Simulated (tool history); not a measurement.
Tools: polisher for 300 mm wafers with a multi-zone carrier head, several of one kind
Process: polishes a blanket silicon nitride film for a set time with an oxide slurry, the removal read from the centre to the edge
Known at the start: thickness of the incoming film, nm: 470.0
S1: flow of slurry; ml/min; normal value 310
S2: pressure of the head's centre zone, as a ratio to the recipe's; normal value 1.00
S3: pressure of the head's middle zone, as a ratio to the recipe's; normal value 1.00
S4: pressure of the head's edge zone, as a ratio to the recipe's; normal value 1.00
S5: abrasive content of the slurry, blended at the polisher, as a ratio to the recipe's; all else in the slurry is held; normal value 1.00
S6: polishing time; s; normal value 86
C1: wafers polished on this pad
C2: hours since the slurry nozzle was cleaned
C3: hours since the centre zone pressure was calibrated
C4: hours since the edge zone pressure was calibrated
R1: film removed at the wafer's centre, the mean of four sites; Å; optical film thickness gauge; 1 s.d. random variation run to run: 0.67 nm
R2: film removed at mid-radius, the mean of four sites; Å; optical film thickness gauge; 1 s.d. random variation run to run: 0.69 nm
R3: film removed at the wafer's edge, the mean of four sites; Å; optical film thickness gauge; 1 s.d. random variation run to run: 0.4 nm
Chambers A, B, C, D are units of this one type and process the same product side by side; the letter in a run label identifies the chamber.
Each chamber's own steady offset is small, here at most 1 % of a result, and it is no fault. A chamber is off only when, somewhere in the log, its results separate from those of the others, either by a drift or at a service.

| run | day | S1 | S2 | S3 | S4 | S5 | S6 | C1 | C2 | C3 | C4 | R1 | R2 | R3 |
|---|---|---|---|---|---|---|---|---|---|---|---|---|---|---|
|  | 0.125 | chamber B: worn pad replaced by a new one |
| 1A | 0.158 | 310 | 1.00 | 1.00 | 1.00 | 1.00 | 86 | 265 | 4.7 | 134.0 | 1057.7 | 482.93 | 481.22 | 488.32 |
| 2C | 0.283 | 310 | 1.00 | 1.00 | 1.00 | 1.00 | 86 | 995 | 392.7 | 564.7 | 174.9 | 480.13 | 488.34 | 489.60 |
|  | 0.300 | chamber C: worn pad replaced by a new one |
| 3D | 0.396 | 310 | 1.00 | 1.00 | 1.00 | 1.00 | 86 | 647 | 285.2 | 224.1 | 79.3 | 482.94 | 492.30 | 475.01 |
| 4B | 0.575 | 310 | 1.00 | 1.00 | 1.00 | 1.00 | 86 | 132 | 275.4 | 1016.6 | 233.9 | 476.66 | 477.68 | 484.99 |
| 5A | 0.725 | 310 | 1.00 | 1.00 | 1.00 | 1.00 | 86 | 431 | 18.3 | 147.6 | 1071.3 | 483.77 | 473.25 | 485.41 |
| 6D | 0.829 | 310 | 1.00 | 1.00 | 1.00 | 1.00 | 109 | 774 | 295.6 | 234.5 | 89.7 | 628.54 | 618.23 | 610.83 |
| 7C | 0.975 | 310 | 1.00 | 1.00 | 1.00 | 1.00 | 109 | 199 | 409.3 | 581.3 | 191.5 | 615.64 | 609.49 | 605.23 |
| 8B | 1.121 | 310 | 1.00 | 1.00 | 1.00 | 1.00 | 109 | 292 | 288.5 | 1029.7 | 247.0 | 606.11 | 611.22 | 610.32 |
| 9C | 1.271 | 310 | 1.00 | 1.00 | 1.00 | 1.00 | 109 | 285 | 416.4 | 588.4 | 198.6 | 606.84 | 624.86 | 604.54 |
| 10A | 1.388 | 310 | 1.00 | 1.00 | 1.00 | 1.00 | 86 | 625 | 34.2 | 163.5 | 1087.2 | 471.33 | 480.34 | 484.95 |
|  | 1.404 | chamber C: slurry nozzle cleaned |
| 11D | 1.550 | 310 | 1.00 | 1.00 | 1.00 | 1.00 | 86 | 985 | 312.9 | 251.8 | 107.0 | 479.09 | 497.15 | 481.14 |
|  | 1.571 | chamber A: worn pad replaced by a new one |
| 12B | 1.742 | 310 | 1.04 | 1.00 | 1.00 | 1.20 | 86 | 474 | 303.4 | 1044.6 | 261.9 | 548.57 | 535.78 | 520.49 |
| 13B | 1.904 | 310 | 1.04 | 1.00 | 1.00 | 1.20 | 86 | 521 | 307.3 | 1048.5 | 265.8 | 556.62 | 526.18 | 515.95 |
|  | 2.008 | chamber A: edge zone pressure recalibrated |
| 14D | 2.108 | 310 | 1.04 | 1.00 | 1.00 | 1.20 | 86 | 1149 | 326.3 | 265.2 | 120.4 | 552.95 | 523.32 | 524.70 |
| 15A | 2.283 | 310 | 1.04 | 1.00 | 1.00 | 1.20 | 86 | 209 | 55.7 | 185.0 | 6.7 | 555.79 | 513.02 | 521.19 |
| 16C | 2.421 | 310 | 1.00 | 1.00 | 1.00 | 1.00 | 86 | 622 | 24.5 | 616.0 | 226.2 | 489.03 | 478.63 | 480.80 |
| 17D | 2.525 | 310 | 1.00 | 1.00 | 1.00 | 1.00 | 86 | 1271 | 336.3 | 275.2 | 130.4 | 493.66 | 484.12 | 481.69 |
| 18B | 2.650 | 215 | 1.00 | 1.00 | 1.00 | 1.00 | 104 | 740 | 325.2 | 1066.4 | 283.7 | 559.95 | 566.03 | 562.00 |
|  | 2.692 | chamber D: worn pad replaced by a new one |
| 19C | 2.750 | 215 | 1.00 | 1.00 | 1.00 | 1.00 | 104 | 719 | 32.4 | 623.9 | 234.1 | 555.97 | 559.85 | 568.33 |
|  | 2.808 | chamber C: centre zone pressure recalibrated |
| 20A | 2.962 | 215 | 1.00 | 1.00 | 1.00 | 1.00 | 104 | 408 | 72.0 | 201.3 | 23.0 | 566.85 | 546.79 | 571.86 |
| 21D | 3.158 | 215 | 1.00 | 1.00 | 1.00 | 1.00 | 104 | 137 | 351.5 | 290.4 | 145.6 | 559.52 | 560.89 | 570.70 |
| 22C | 3.267 | 310 | 1.00 | 1.00 | 1.00 | 1.00 | 86 | 870 | 44.8 | 11.1 | 246.5 | 491.72 | 487.48 | 484.75 |
| 23B | 3.454 | 310 | 1.00 | 1.00 | 1.00 | 1.00 | 86 | 976 | 344.5 | 1085.7 | 303.0 | 486.73 | 479.06 | 483.67 |
| 24A | 3.562 | 310 | 1.00 | 1.00 | 1.00 | 1.00 | 86 | 584 | 86.4 | 215.7 | 37.4 | 485.98 | 474.02 | 478.65 |
|  | 3.658 | chamber B: centre zone pressure recalibrated |
| 25C | 3.704 | 310 | 1.00 | 1.00 | 1.00 | 1.00 | 86 | 999 | 55.3 | 21.6 | 257.0 | 487.21 | 481.40 | 477.36 |
|  | 3.725 | chamber C: worn pad replaced by a new one |
| 26B | 3.846 | 310 | 1.00 | 1.00 | 1.00 | 1.00 | 86 | 1091 | 353.9 | 4.5 | 312.4 | 422.19 | 482.01 | 481.72 |
|  | 3.942 | chamber A: worn pad replaced by a new one |
| 27A | 3.983 | 310 | 1.00 | 1.00 | 1.00 | 1.00 | 86 | 12 | 96.5 | 225.8 | 47.5 | 476.20 | 472.41 | 484.66 |
| 28D | 4.162 | 310 | 1.00 | 1.00 | 1.00 | 1.00 | 86 | 431 | 375.6 | 314.5 | 169.7 | 474.03 | 481.73 | 482.60 |
| 29C | 4.267 | 310 | 1.00 | 1.00 | 1.00 | 1.00 | 86 | 159 | 68.8 | 35.1 | 270.5 | 480.01 | 486.47 | 488.70 |
|  | 4.408 | chamber B: worn pad replaced by a new one |
| 30A | 4.412 | 310 | 1.00 | 1.00 | 1.00 | 1.00 | 86 | 138 | 106.8 | 236.1 | 57.8 | 491.79 | 490.08 | 478.16 |
| 31D | 4.558 | 310 | 1.00 | 1.00 | 1.00 | 1.00 | 86 | 548 | 385.1 | 324.0 | 179.2 | 478.70 | 478.40 | 481.97 |
| 32B | 4.725 | 310 | 1.00 | 0.96 | 1.08 | 1.00 | 86 | 93 | 375.0 | 25.6 | 333.5 | 437.21 | 462.74 | 507.33 |
| 33A | 4.846 | 310 | 1.00 | 0.96 | 1.08 | 1.00 | 86 | 265 | 117.2 | 246.5 | 68.2 | 482.61 | 466.11 | 509.00 |
| 34C | 5.012 | 310 | 1.00 | 0.96 | 1.08 | 1.00 | 86 | 378 | 86.7 | 53.0 | 288.4 | 472.45 | 464.87 | 503.25 |
| 35D | 5.146 | 310 | 1.00 | 0.96 | 1.08 | 1.00 | 86 | 720 | 399.2 | 338.1 | 193.3 | 478.38 | 470.17 | 501.65 |
| 36B | 5.321 | 310 | 1.00 | 1.00 | 1.00 | 1.00 | 86 | 268 | 389.3 | 39.9 | 347.8 | 432.78 | 482.48 | 481.44 |
| 37A | 5.550 | 310 | 1.00 | 1.00 | 1.00 | 1.00 | 86 | 472 | 134.1 | 263.4 | 85.1 | 491.79 | 481.27 | 482.88 |
| 38D | 5.696 | 310 | 1.00 | 1.00 | 0.92 | 1.00 | 86 | 881 | 412.4 | 351.3 | 206.5 | 471.17 | 478.49 | 464.64 |
| 39B | 5.900 | 310 | 1.00 | 1.00 | 0.92 | 1.00 | 86 | 438 | 403.2 | 53.8 | 361.7 | 432.83 | 490.77 | 459.12 |
| 40C | 6.038 | 310 | 1.00 | 1.00 | 0.92 | 1.00 | 86 | 678 | 111.3 | 77.6 | 313.0 | 480.95 | 482.03 | 465.11 |
|  | 6.133 | chamber A: worn pad replaced by a new one |
| 41C | 6.246 | 310 | 1.00 | 1.00 | 0.92 | 1.00 | 86 | 740 | 116.3 | 82.6 | 318.0 | 474.35 | 466.27 | 459.95 |
|  | 6.408 | chamber D: worn pad replaced by a new one |
| 42D | 6.412 | 310 | 1.00 | 1.00 | 1.00 | 1.00 | 86 | 1 | 429.6 | 368.5 | 223.7 | 481.86 | 488.44 | 479.71 |
| 43A | 6.608 | 380 | 1.00 | 1.00 | 1.00 | 1.25 | 86 | 139 | 159.5 | 288.8 | 110.5 | 539.66 | 524.69 | 536.34 |

Decide between three cases: one chamber stands off from its peers, the gauge reading all wafers drifts, or nothing is wrong past each chamber's small offset. Where a chamber is off, say which and what most likely put it there.

Chamber B has stood off from the others ever since a service on it.
What lies behind it: centre zone's pressure below its setpoint, % = 10.5.

Which of the 4 candidates below, each the usual settings with something changed and its results left as question marks, puts chamber B back in line with what the other chambers give on the usual settings?
To be in line, a result may differ from the other chambers' mean on the usual settings by at most: R1 24.00 Å; R2 24.00 Å; R3 14.00 Å
| 44B-1 | 6.775 | 315 | 1.09 | 0.98 | 0.97 | 1.00 | 87 |  |  |  |  | ? | ? | ? |
| 44B-2 | 6.775 | 305 | 0.91 | 1.02 | 1.03 | 1.00 | 85 |  |  |  |  | ? | ? | ? |
| 44B-3 | 6.775 | 310 | 0.98 | 1.00 | 1.01 | 1.00 | 86 |  |  |  |  | ? | ? | ? |
| 44B-4 | 6.775 | 310 | 1.02 | 1.00 | 0.99 | 1.00 | 86 |  |  |  |  | ? | ? | ? |

On the usual settings, the other chambers give on average: R1 483.07 Å; R2 481.56 Å; R3 483.75 Å
| run | R1 | R2 | R3 |
|---|---|---|---|
| 44B-1 | 480.91 | 482.63 | 477.10 |
| 44B-2 | 383.15 | 488.34 | 479.46 |
| 44B-3 | 421.87 | 485.65 | 480.86 |
| 44B-4 | 441.06 | 485.56 | 475.90 |
44B-1 is the one that brings the chamber's results back in line with the other chambers.

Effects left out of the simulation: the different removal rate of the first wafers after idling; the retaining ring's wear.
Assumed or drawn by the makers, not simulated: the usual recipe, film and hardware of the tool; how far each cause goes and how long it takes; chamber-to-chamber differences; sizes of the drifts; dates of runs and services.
